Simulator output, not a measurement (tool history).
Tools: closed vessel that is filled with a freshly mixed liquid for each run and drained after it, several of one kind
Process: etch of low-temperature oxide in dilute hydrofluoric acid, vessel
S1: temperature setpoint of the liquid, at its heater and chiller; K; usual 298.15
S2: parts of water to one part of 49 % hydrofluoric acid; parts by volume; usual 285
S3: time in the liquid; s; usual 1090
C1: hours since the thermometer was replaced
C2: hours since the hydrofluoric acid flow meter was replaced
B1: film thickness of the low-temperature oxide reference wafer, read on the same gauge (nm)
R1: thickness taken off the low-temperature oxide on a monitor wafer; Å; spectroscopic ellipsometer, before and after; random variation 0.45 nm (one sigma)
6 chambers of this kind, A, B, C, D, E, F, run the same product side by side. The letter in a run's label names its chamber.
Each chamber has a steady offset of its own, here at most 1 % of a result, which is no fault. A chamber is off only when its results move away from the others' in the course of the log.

run   hour      S1   S2    S3      C1      C2      B1      R1
 1E    3.1  298.15  285  1090   382.6  1302.7  50.053  572.54
       4.5  -- chamber D: hydrofluoric acid flow meter replaced
 2B    5.1  298.15  285  1090   448.1   548.3  50.026  568.23
 3D    7.5  298.15  285  1090   888.1     3.1  49.947  563.83
 4A    9.8  298.15  285  1090   988.3   402.5  49.992  572.14
 5F   12.1  298.15  285  1090    33.9     833  49.993  574.67
 6C   15.2  298.15  285  1090    88.3   191.2  50.012  572.79
 7F   17.9  298.15  285  1090    39.7   838.8  50.027  561.42
 8B   22.2  298.15  285  1090   465.2   565.4  50.026  565.73
 9A   24.4  300.65  285   790  1002.9   417.1  49.996   445.4
10D   27.6  300.65  285   790   908.2    23.2  49.991  447.15
11E   31.6  300.65  285   790   411.1  1331.2  50.039  446.48
12C   35.6  300.65  285   790   108.7   211.6  50.006   451.1
13F   39.1  300.65  285   790    60.9     860  50.005  449.63
14B     43  300.65  285   790     486   586.2   50.02  452.45
      44.2  -- chamber E: hydrofluoric acid flow meter replaced
15E   45.2  298.15  285  1090   424.7     1.1  49.959  568.04
16C   48.2  298.15  285  1090   121.3   224.2  50.027  575.52
17A   50.2  298.15  285  1090  1028.7   442.9  50.036  569.75
18D   54.1  298.15  395  1090   934.7    49.7  50.032  368.75
19D   58.4  298.15  395  1090     939      54   49.96  371.98
20E   62.5  298.15  395  1090     442    18.4  49.986  365.53
21C   65.5  298.15  395  1090   138.6   241.5  50.035  370.64
22B   69.6  298.15  395  1090   512.6   612.8  50.053  366.76
23F   72.4  298.15  395  1090    94.2   893.3  50.038  373.64
24A   74.6  298.15  285  1090  1053.1   467.3  50.003  561.19
25A   77.1  298.15  285  1090  1055.6   469.8  49.987  564.66
26F   80.3  298.15  285  1090   102.1   901.2  49.988  566.59
27D   84.1  298.15  285  1090   964.7    79.7  49.989  571.03
28B   88.1  298.15  285  1090   531.1   631.3  50.032  578.62
29C   90.2  298.15  285  1090   163.3   266.2   49.97   568.6
30E   94.3  298.15  285  1090   473.8    50.2  49.953  577.54
31E   98.7  298.15  285  1090   478.2    54.6  50.023  576.15
32C  101.5  298.15  285  1090   174.6   277.5   50.02  578.49
33D  104.9  298.15  285  1090   985.5   100.5  50.028  564.27
34F  108.7  298.15  285  1090   130.5   929.6  49.972  562.91
35B  111.9  298.15  285  1090   554.9   655.1  50.019  574.94
36A  115.2  302.65  285  1090  1093.7   507.9  49.993  660.18
37C  118.7  302.65  285  1090   191.8   294.7  49.989  659.73
38B  123.2  302.65  285  1090   566.2   666.4   50.01  653.01
39F    127  302.65  285  1090   148.8   947.9  50.023  649.99
40D  129.1  302.65  285  1090  1009.7   124.7   50.01  664.22
41A  132.7  302.65  285  1090  1111.2   525.4  50.058  658.61

All 6 chambers run these settings next. Forecast each chamber's results:
42A  135.9  298.15  285  1090               ?
42B  135.9  298.15  285  1090               ?
42C  135.9  298.15  285  1090               ?
42D  135.9  298.15  285  1090               ?
42E  135.9  298.15  285  1090               ?
42F  135.9  298.15  285  1090               ?

run      R1
42A  567.93
42B  566.16
42C  568.51
42D  572.49
42E  570.02
42F  571.33
